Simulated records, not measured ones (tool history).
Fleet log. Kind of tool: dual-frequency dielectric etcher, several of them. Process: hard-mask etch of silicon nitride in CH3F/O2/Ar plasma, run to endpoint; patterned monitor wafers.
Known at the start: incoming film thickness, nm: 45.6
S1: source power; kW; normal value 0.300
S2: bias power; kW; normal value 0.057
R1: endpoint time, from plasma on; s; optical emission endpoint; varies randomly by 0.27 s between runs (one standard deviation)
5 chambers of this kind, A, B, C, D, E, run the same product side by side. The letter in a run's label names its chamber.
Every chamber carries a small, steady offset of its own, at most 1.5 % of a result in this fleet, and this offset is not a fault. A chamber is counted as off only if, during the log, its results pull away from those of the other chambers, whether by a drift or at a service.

Run 1C, day 0.508: usual settings. Result: R1 80.884 s.
Run 2A, day 0.842: usual settings. Result: R1 80.480 s.
Run 3E, day 1.171: usual settings. Result: R1 80.022 s.
Run 4B, day 1.592: usual settings. Result: R1 79.084 s.
Run 5D, day 1.958: usual settings but S2 0.049 kW. Result: R1 84.438 s.
Run 6D, day 2.317: usual settings but S2 0.049 kW. Result: R1 84.474 s.
Run 7B, day 2.867: usual settings but S2 0.049 kW. Result: R1 83.495 s.
Run 8C, day 3.171: usual settings but S2 0.049 kW. Result: R1 85.010 s.
Run 9A, day 3.450: usual settings but S2 0.049 kW. Result: R1 84.509 s.
Run 10E, day 3.900: usual settings. Result: R1 79.263 s.
Run 11A, day 4.442: usual settings. Result: R1 79.875 s.
Run 12D, day 4.892: usual settings. Result: R1 80.524 s.
Run 13B, day 5.225: usual settings. Result: R1 78.929 s.
Run 14C, day 5.588: usual settings. Result: R1 80.876 s.
Run 15E, day 6.125: usual settings. Result: R1 78.384 s.
Run 16C, day 6.633: usual settings but S1 0.320 kW, S2 0.047 kW. Result: R1 83.717 s.
Run 17B, day 7.058: usual settings but S1 0.320 kW, S2 0.047 kW. Result: R1 82.102 s.
Run 18A, day 7.404: usual settings but S1 0.320 kW, S2 0.047 kW. Result: R1 83.203 s.
Run 19D, day 7.804: usual settings but S1 0.320 kW, S2 0.047 kW. Result: R1 83.332 s.
Run 20E, day 8.158: usual settings but S1 0.320 kW, S2 0.047 kW. Result: R1 80.908 s.
Run 21D, day 8.571: usual settings. Result: R1 80.159 s.
At day 8.767: chamber C: source power generator calibrated.
Run 22B, day 8.904: usual settings. Result: R1 79.490 s.
Run 23A, day 9.250: usual settings. Result: R1 80.571 s.
Run 24E, day 9.671: usual settings but S1 0.230 kW, S2 0.048 kW. Result: R1 91.675 s.
At day 9.942: chamber A: wet clean of the chamber.
Run 25C, day 10.125: usual settings but S1 0.230 kW, S2 0.048 kW. Result: R1 95.313 s.
Run 26D, day 10.629: usual settings but S1 0.230 kW, S2 0.048 kW. Result: R1 94.099 s.
Run 27B, day 11.083: usual settings but S1 0.230 kW, S2 0.048 kW. Result: R1 93.283 s.
Run 28E, day 11.321: usual settings but S1 0.230 kW, S2 0.048 kW. Result: R1 90.942 s.
Run 29A, day 11.758: usual settings. Result: R1 80.628 s.
Run 30C, day 12.296: usual settings. Result: R1 80.715 s.
Run 31D, day 12.733: usual settings. Result: R1 80.518 s.
Run 32E, day 13.088: usual settings. Result: R1 77.091 s.
Run 33A, day 13.467: usual settings. Result: R1 80.361 s.

Which is it: a chamber that has drifted or been left off by a service, a gauge drift common to all chambers, or only each chamber's usual small offset? If a chamber is off, name it and its likeliest cause.

It is chamber E that slowly wanders off from its peers.
What lies behind it: etch rate over this chamber's usual, % = 3.38.

Here are 4 candidates for chamber E's next run, each the usual settings with a change, their results left as question marks. Which one brings its results back in line with what the others give on the usual settings?
To be in line, a result may differ from the other chambers' mean on the usual settings by at most: R1 0.940 s
Run 34E-1, day 13.858: usual settings but S1 0.280 kW, S2 0.055 kW. Result: R1 ?.
Run 34E-2, day 13.858: usual settings but S2 0.064 kW. Result: R1 ?.
Run 34E-3, day 13.858: usual settings but S2 0.071 kW. Result: R1 ?.
Run 34E-4, day 13.858: usual settings but S2 0.045 kW. Result: R1 ?.

Average result of the remaining chambers running the usual settings: R1 80.197 s
  run      R1
34E-1  80.184
34E-2  74.155
34E-3  71.507
34E-4  83.384
34E-1 puts the chamber back in line with the other chambers.
